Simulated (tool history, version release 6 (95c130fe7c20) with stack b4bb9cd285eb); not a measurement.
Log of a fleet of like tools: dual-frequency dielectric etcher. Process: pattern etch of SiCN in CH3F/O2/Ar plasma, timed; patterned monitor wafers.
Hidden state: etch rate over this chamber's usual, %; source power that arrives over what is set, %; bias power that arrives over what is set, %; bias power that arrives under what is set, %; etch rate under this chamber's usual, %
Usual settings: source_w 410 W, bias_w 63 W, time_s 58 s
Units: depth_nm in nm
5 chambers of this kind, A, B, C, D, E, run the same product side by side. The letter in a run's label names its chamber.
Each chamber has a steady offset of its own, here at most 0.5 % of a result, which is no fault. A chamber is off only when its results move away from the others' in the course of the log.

| run | hour | source_w | bias_w | time_s | hours since the last wet clean | hours since the last source power generator calibration | hours since the last bias power generator calibration | read-back reference wafer on the same gauge, depth_nm | depth_nm |
|---|---|---|---|---|---|---|---|---|---|
| 1D | 4.4 | 410 | 63 | 58 | 446.7 | 3656.9 | 544.9 | 23.609 | 20.869 |
| 2C | 11.1 | 410 | 63 | 58 | 450.7 | 1120.5 | 892.1 | 23.614 | 20.887 |
| 3A | 16.1 | 410 | 63 | 58 | 374.8 | 308.6 | 1260.4 | 23.603 | 20.98 |
|  | 19.2 | chamber B: wet clean of the chamber |
| 4B | 20.8 | 410 | 63 | 58 | 1.6 | 2037.8 | 2693.8 | 23.618 | 21.019 |
| 5E | 24.9 | 470 | 63 | 43 | 456.2 | 1024.9 | 2563.4 | 23.61 | 16.405 |
| 6B | 30.4 | 470 | 63 | 43 | 11.2 | 2047.4 | 2703.4 | 23.624 | 16.451 |
| 7E | 34.5 | 470 | 63 | 43 | 465.8 | 1034.5 | 2573 | 23.621 | 16.38 |
| 8C | 40.7 | 470 | 63 | 43 | 480.3 | 1150.1 | 921.7 | 23.623 | 16.342 |
| 9D | 45.5 | 470 | 63 | 43 | 487.8 | 3698 | 586 | 23.623 | 16.307 |
| 10A | 52 | 410 | 63 | 58 | 410.7 | 344.5 | 1296.3 | 23.634 | 21.004 |
| 11E | 57.8 | 410 | 63 | 58 | 489.1 | 1057.8 | 2596.3 | 23.64 | 21.028 |
| 12C | 62.9 | 410 | 63 | 58 | 502.5 | 1172.3 | 943.9 | 23.654 | 20.91 |
| 13A | 70.4 | 410 | 63 | 58 | 429.1 | 362.9 | 1314.7 | 23.647 | 21.075 |
|  | 72 | chamber D: source power generator calibrated |
| 14D | 75.5 | 410 | 63 | 43.5 | 517.8 | 3.6 | 616 | 23.66 | 15.679 |
|  | 81.7 | chamber E: wet clean of the chamber |
| 15B | 82.5 | 410 | 63 | 43.5 | 63.3 | 2099.5 | 2755.5 | 23.653 | 15.823 |
| 16B | 89.6 | 410 | 63 | 43.5 | 70.4 | 2106.6 | 2762.6 | 23.674 | 15.83 |
| 17A | 98 | 410 | 63 | 43.5 | 456.7 | 390.5 | 1342.3 | 23.664 | 15.76 |
| 18E | 104.8 | 410 | 63 | 43.5 | 23.2 | 1104.8 | 2643.3 | 23.678 | 15.777 |
|  | 113.5 | chamber C: wet clean of the chamber |
| 19C | 113.8 | 410 | 63 | 58 | 0.3 | 1223.2 | 994.8 | 23.672 | 21 |
| 20D | 118.4 | 410 | 63 | 58 | 560.7 | 46.5 | 658.9 | 23.681 | 21.022 |
| 21B | 123.7 | 410 | 63 | 58 | 104.5 | 2140.7 | 2796.7 | 23.688 | 21.055 |
| 22D | 128.3 | 410 | 63 | 58 | 570.6 | 56.4 | 668.8 | 23.693 | 20.909 |
| 23C | 133 | 410 | 63 | 58 | 19.5 | 1242.4 | 1014 | 23.696 | 20.945 |
| 24A | 138 | 410 | 63 | 58 | 496.7 | 430.5 | 1382.3 | 23.692 | 21.076 |
| 25E | 141.9 | 410 | 63 | 58 | 60.3 | 1141.9 | 2680.4 | 23.697 | 21.089 |
| 26A | 149 | 410 | 63 | 52.5 | 507.7 | 441.5 | 1393.3 | 23.702 | 19.093 |
| 27B | 155.3 | 410 | 63 | 52.5 | 136.1 | 2172.3 | 2828.3 | 23.703 | 19.162 |
| 28E | 159.7 | 410 | 63 | 52.5 | 78.1 | 1159.7 | 2698.2 | 23.713 | 19.065 |
| 29C | 165.9 | 410 | 63 | 52.5 | 52.4 | 1275.3 | 1046.9 | 23.712 | 18.997 |
| 30D | 172.7 | 410 | 63 | 52.5 | 615 | 100.8 | 713.2 | 23.725 | 19.045 |
| 31E | 177 | 410 | 63 | 58 | 95.4 | 1177 | 2715.5 | 23.72 | 21.044 |
| 32B | 183.1 | 410 | 63 | 58 | 163.9 | 2200.1 | 2856.1 | 23.72 | 21.133 |
| 33D | 190.9 | 410 | 63 | 58 | 633.2 | 119 | 731.4 | 23.733 | 21.002 |
| 34A | 196.2 | 410 | 63 | 58 | 554.9 | 488.7 | 1440.5 | 23.74 | 21.048 |
| 35C | 202.6 | 410 | 63 | 58 | 89.1 | 1312 | 1083.6 | 23.735 | 21.028 |

All 5 chambers run these settings next. Forecast each chamber's results:
| 36A | 209 | 410 | 63 | 58 |  |  |  |  | ? |
| 36B | 209 | 410 | 63 | 58 |  |  |  |  | ? |
| 36C | 209 | 410 | 63 | 58 |  |  |  |  | ? |
| 36D | 209 | 410 | 63 | 58 |  |  |  |  | ? |
| 36E | 209 | 410 | 63 | 58 |  |  |  |  | ? |

| run | depth_nm |
|---|---|
| 36A | 21.121 |
| 36B | 21.211 |
| 36C | 20.986 |
| 36D | 21.037 |
| 36E | 21.074 |
